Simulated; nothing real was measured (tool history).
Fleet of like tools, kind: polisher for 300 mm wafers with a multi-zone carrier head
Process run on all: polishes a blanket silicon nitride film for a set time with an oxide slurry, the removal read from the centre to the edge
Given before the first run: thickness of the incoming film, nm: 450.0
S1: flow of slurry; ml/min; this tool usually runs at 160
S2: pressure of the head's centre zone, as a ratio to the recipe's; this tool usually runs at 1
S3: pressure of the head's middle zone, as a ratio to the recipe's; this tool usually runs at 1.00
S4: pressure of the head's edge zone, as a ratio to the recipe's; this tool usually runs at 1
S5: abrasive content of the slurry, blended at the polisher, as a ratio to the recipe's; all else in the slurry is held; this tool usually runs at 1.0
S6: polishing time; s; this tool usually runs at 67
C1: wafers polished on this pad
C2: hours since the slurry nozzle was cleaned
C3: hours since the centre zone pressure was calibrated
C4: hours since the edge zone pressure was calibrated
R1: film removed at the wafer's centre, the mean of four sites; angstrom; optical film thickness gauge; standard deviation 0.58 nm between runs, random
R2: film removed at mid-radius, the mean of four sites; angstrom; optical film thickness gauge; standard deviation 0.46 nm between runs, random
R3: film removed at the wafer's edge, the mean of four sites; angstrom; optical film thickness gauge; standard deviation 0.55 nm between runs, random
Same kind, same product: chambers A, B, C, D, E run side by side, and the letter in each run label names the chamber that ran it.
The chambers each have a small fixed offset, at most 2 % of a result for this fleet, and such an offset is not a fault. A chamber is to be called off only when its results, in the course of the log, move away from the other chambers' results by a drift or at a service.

Run 1C, day 0.338: usual settings; C1 502; C2 594.2; C3 666.4; C4 75.2. Result: R1 430.28 angstrom, R2 437.48 angstrom, R3 429.65 angstrom.
Run 2A, day 0.596: usual settings; C1 141; C2 46.9; C3 86.4; C4 349.1. Result: R1 441.70 angstrom, R2 427.60 angstrom, R3 427.57 angstrom.
At day 0.667: chamber E: worn pad replaced by a new one.
Run 3D, day 0.750: usual settings; C1 986; C2 185.2; C3 410.1; C4 187.6. Result: R1 436.20 angstrom, R2 434.35 angstrom, R3 432.50 angstrom.
At day 0.788: chamber E: edge zone pressure recalibrated.
Run 4B, day 1.100: usual settings; C1 272; C2 91.8; C3 280.0; C4 1102.9. Result: R1 438.37 angstrom, R2 428.47 angstrom, R3 428.97 angstrom.
Run 5E, day 1.358: usual settings but S3 0.89, S5 0.7; C1 86; C2 231.1; C3 1053.7; C4 13.7. Result: R1 361.25 angstrom, R2 330.50 angstrom, R3 361.36 angstrom.
Run 6D, day 1.671: usual settings but S3 0.89, S5 0.7; C1 1101; C2 207.3; C3 432.2; C4 209.7. Result: R1 354.91 angstrom, R2 328.30 angstrom, R3 363.11 angstrom.
Run 7A, day 1.850: usual settings but S3 0.89, S5 0.7; C1 297; C2 77.0; C3 116.5; C4 379.2. Result: R1 366.94 angstrom, R2 329.85 angstrom, R3 356.69 angstrom.
Run 8C, day 2.167: usual settings but S3 0.89, S5 0.7; C1 729; C2 638.1; C3 710.3; C4 119.1. Result: R1 355.31 angstrom, R2 321.74 angstrom, R3 359.34 angstrom.
Run 9E, day 2.358: usual settings but S3 0.89, S5 0.7; C1 210; C2 255.1; C3 1077.7; C4 37.7. Result: R1 367.57 angstrom, R2 328.39 angstrom, R3 363.63 angstrom.
Run 10B, day 2.562: usual settings but S1 135 ml/min, S6 49 s; C1 454; C2 126.9; C3 315.1; C4 1138.0. Result: R1 307.85 angstrom, R2 300.53 angstrom, R3 311.32 angstrom.
Run 11B, day 2.762: usual settings but S1 135 ml/min, S6 49 s; C1 479; C2 131.7; C3 319.9; C4 1142.8. Result: R1 316.20 angstrom, R2 307.43 angstrom, R3 307.88 angstrom.
Run 12C, day 3.012: usual settings but S1 135 ml/min, S6 49 s; C1 835; C2 658.4; C3 730.6; C4 139.4. Result: R1 311.89 angstrom, R2 308.74 angstrom, R3 311.06 angstrom.
Run 13E, day 3.312: usual settings but S1 135 ml/min, S6 49 s; C1 329; C2 278.0; C3 1100.6; C4 60.6. Result: R1 303.26 angstrom, R2 307.65 angstrom, R3 312.12 angstrom.
At day 3.400: chamber B: worn pad replaced by a new one.
At day 3.488: chamber E: centre zone pressure recalibrated.
Run 14D, day 3.575: usual settings but S1 135 ml/min, S6 49 s; C1 1337; C2 253.0; C3 477.9; C4 255.4. Result: R1 299.98 angstrom, R2 305.55 angstrom, R3 311.46 angstrom.
Run 15A, day 3.804: usual settings; C1 540; C2 123.9; C3 163.4; C4 426.1. Result: R1 435.28 angstrom, R2 428.36 angstrom, R3 428.09 angstrom.
Run 16E, day 4.104: usual settings; C1 427; C2 297.0; C3 14.9; C4 79.6. Result: R1 429.80 angstrom, R2 429.73 angstrom, R3 428.92 angstrom.
Run 17A, day 4.379: usual settings but S1 195 ml/min, S5 0.8; C1 612; C2 137.7; C3 177.2; C4 439.9. Result: R1 407.30 angstrom, R2 403.67 angstrom, R3 389.83 angstrom.
Run 18D, day 4.579: usual settings but S1 195 ml/min, S5 0.8; C1 1462; C2 277.1; C3 502.0; C4 279.5. Result: R1 390.50 angstrom, R2 394.06 angstrom, R3 388.26 angstrom.
Run 19C, day 4.779: usual settings but S1 195 ml/min, S5 0.8; C1 1054; C2 700.8; C3 773.0; C4 181.8. Result: R1 407.41 angstrom, R2 397.44 angstrom, R3 400.46 angstrom.
Run 20B, day 4.946: usual settings but S1 195 ml/min, S5 0.8; C1 192; C2 184.1; C3 372.3; C4 1195.2. Result: R1 403.47 angstrom, R2 404.92 angstrom, R3 402.48 angstrom.
Run 21D, day 5.212: usual settings but S1 195 ml/min, S5 0.8; C1 1541; C2 292.3; C3 517.2; C4 294.7. Result: R1 380.45 angstrom, R2 385.19 angstrom, R3 386.90 angstrom.
Run 22B, day 5.379: usual settings; C1 246; C2 194.5; C3 382.7; C4 1205.6. Result: R1 422.29 angstrom, R2 421.32 angstrom, R3 427.38 angstrom.
Run 23E, day 5.575: usual settings; C1 610; C2 332.3; C3 50.2; C4 114.9. Result: R1 430.27 angstrom, R2 439.45 angstrom, R3 430.04 angstrom.
Run 24A, day 5.842: usual settings; C1 793; C2 172.8; C3 212.3; C4 475.0. Result: R1 434.76 angstrom, R2 430.09 angstrom, R3 430.60 angstrom.
Run 25C, day 6.046: usual settings; C1 1212; C2 731.2; C3 803.4; C4 212.2. Result: R1 441.89 angstrom, R2 428.16 angstrom, R3 443.56 angstrom.
Run 26E, day 6.304: usual settings; C1 701; C2 349.8; C3 67.7; C4 132.4. Result: R1 446.21 angstrom, R2 434.36 angstrom, R3 433.35 angstrom.
Run 27C, day 6.608: usual settings; C1 1282; C2 744.7; C3 816.9; C4 225.7. Result: R1 438.39 angstrom, R2 438.44 angstrom, R3 440.14 angstrom.
At day 6.638: chamber A: worn pad replaced by a new one.
Run 28A, day 6.954: usual settings; C1 39; C2 199.5; C3 239.0; C4 501.7. Result: R1 435.00 angstrom, R2 433.45 angstrom, R3 434.28 angstrom.
At day 7.008: chamber C: worn pad replaced by a new one.
Run 29D, day 7.133: usual settings; C1 1780; C2 338.4; C3 563.3; C4 340.8. Result: R1 383.29 angstrom, R2 390.09 angstrom, R3 399.31 angstrom.
Run 30B, day 7.304: usual settings; C1 485; C2 240.7; C3 428.9; C4 1251.8. Result: R1 435.06 angstrom, R2 432.74 angstrom, R3 428.66 angstrom.
At day 7.404: chamber E: slurry nozzle cleaned.
Run 31A, day 7.554: usual settings; C1 114; C2 213.9; C3 253.4; C4 516.1. Result: R1 437.00 angstrom, R2 434.66 angstrom, R3 427.69 angstrom.
Run 32D, day 7.862: usual settings; C1 1870; C2 355.9; C3 580.8; C4 358.3. Result: R1 384.24 angstrom, R2 389.37 angstrom, R3 395.09 angstrom.
Run 33C, day 8.204: usual settings; C1 148; C2 783.0; C3 855.2; C4 264.0. Result: R1 431.73 angstrom, R2 433.88 angstrom, R3 436.54 angstrom.
Run 34E, day 8.517: usual settings; C1 976; C2 26.8; C3 120.8; C4 185.5. Result: R1 438.33 angstrom, R2 429.89 angstrom, R3 427.80 angstrom.

All 5 chambers run these settings next. Forecast each chamber's results:
Run 35A, day 8.771: usual settings but S3 1.10. Result: R1 ?, R2 ?, R3 ?.
Run 35B, day 8.771: usual settings but S3 1.10. Result: R1 ?, R2 ?, R3 ?.
Run 35C, day 8.771: usual settings but S3 1.10. Result: R1 ?, R2 ?, R3 ?.
Run 35D, day 8.771: usual settings but S3 1.10. Result: R1 ?, R2 ?, R3 ?.
Run 35E, day 8.771: usual settings but S3 1.10. Result: R1 ?, R2 ?, R3 ?.

run      R1      R2      R3
35A  437.20  470.63  425.15
35B  445.63  473.60  427.63
35C  436.23  478.81  436.19
35D  387.57  425.18  372.58
35E  432.51  478.72  423.59
